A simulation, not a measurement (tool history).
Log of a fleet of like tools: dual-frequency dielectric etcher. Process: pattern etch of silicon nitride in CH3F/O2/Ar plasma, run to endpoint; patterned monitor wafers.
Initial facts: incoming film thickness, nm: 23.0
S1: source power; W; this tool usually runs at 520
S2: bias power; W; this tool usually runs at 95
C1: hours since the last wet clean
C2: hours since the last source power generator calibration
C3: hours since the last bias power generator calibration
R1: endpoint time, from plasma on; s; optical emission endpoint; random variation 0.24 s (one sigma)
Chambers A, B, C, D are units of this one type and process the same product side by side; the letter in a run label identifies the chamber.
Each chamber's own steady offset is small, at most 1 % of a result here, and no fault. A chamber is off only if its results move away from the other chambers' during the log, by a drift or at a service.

run	hour	S1	S2	C1	C2	C3	R1
1D	4.5	520	95	39.0	604.2	866.2	27.195
2A	12.7	520	95	495.5	1152.2	832.8	27.876
3B	16.4	520	95	394.0	2612.0	1558.0	26.976
4C	21.9	520	95	24.0	351.3	924.7	27.110
5B	26.5	520	95	404.1	2622.1	1568.1	27.180
6D	32.5	520	95	67.0	632.2	894.2	27.078
7A	39.2	520	95	522.0	1178.7	859.3	27.610
# hour 40.3: chamber B: wet clean of the chamber
8C	43.6	520	95	45.7	373.0	946.4	27.214
9C	50.5	520	95	52.6	379.9	953.3	27.572
10B	58.2	520	95	18.0	2653.8	1599.8	27.403
11D	64.6	520	95	99.1	664.3	926.3	27.593
12A	68.8	520	95	551.6	1208.3	888.9	27.259
13C	76.3	520	95	78.4	405.7	979.1	27.081
14D	81.8	520	95	116.3	681.5	943.5	27.643
15A	89.5	520	95	572.3	1229.0	909.6	27.651
16B	95.2	520	95	55.0	2690.8	1636.8	27.223
17B	99.3	520	95	59.1	2694.9	1640.9	27.163
18C	105.8	520	95	107.9	435.2	1008.6	27.030
# hour 109.5: chamber A: wet clean of the chamber
19A	112.3	520	95	2.8	1251.8	932.4	27.212
20D	116.7	620	73	151.2	716.4	978.4	28.034
21A	121.0	620	73	11.5	1260.5	941.1	28.455
22D	125.1	620	73	159.6	724.8	986.8	28.256
# hour 127.7: chamber B: source power generator calibrated
23C	133.2	620	73	135.3	462.6	1036.0	28.270
24B	139.6	520	95	99.4	12.0	1681.2	27.404
25B	145.3	520	95	105.1	17.7	1686.9	27.650
26D	152.9	520	95	187.4	752.6	1014.6	27.584

Next, every chamber runs the same settings. What will each give?
27A	158.9	520	103				?
27B	158.9	520	103				?
27C	158.9	520	103				?
27D	158.9	520	103				?

run	R1
27A	26.401
27B	26.468
27C	26.323
27D	26.733
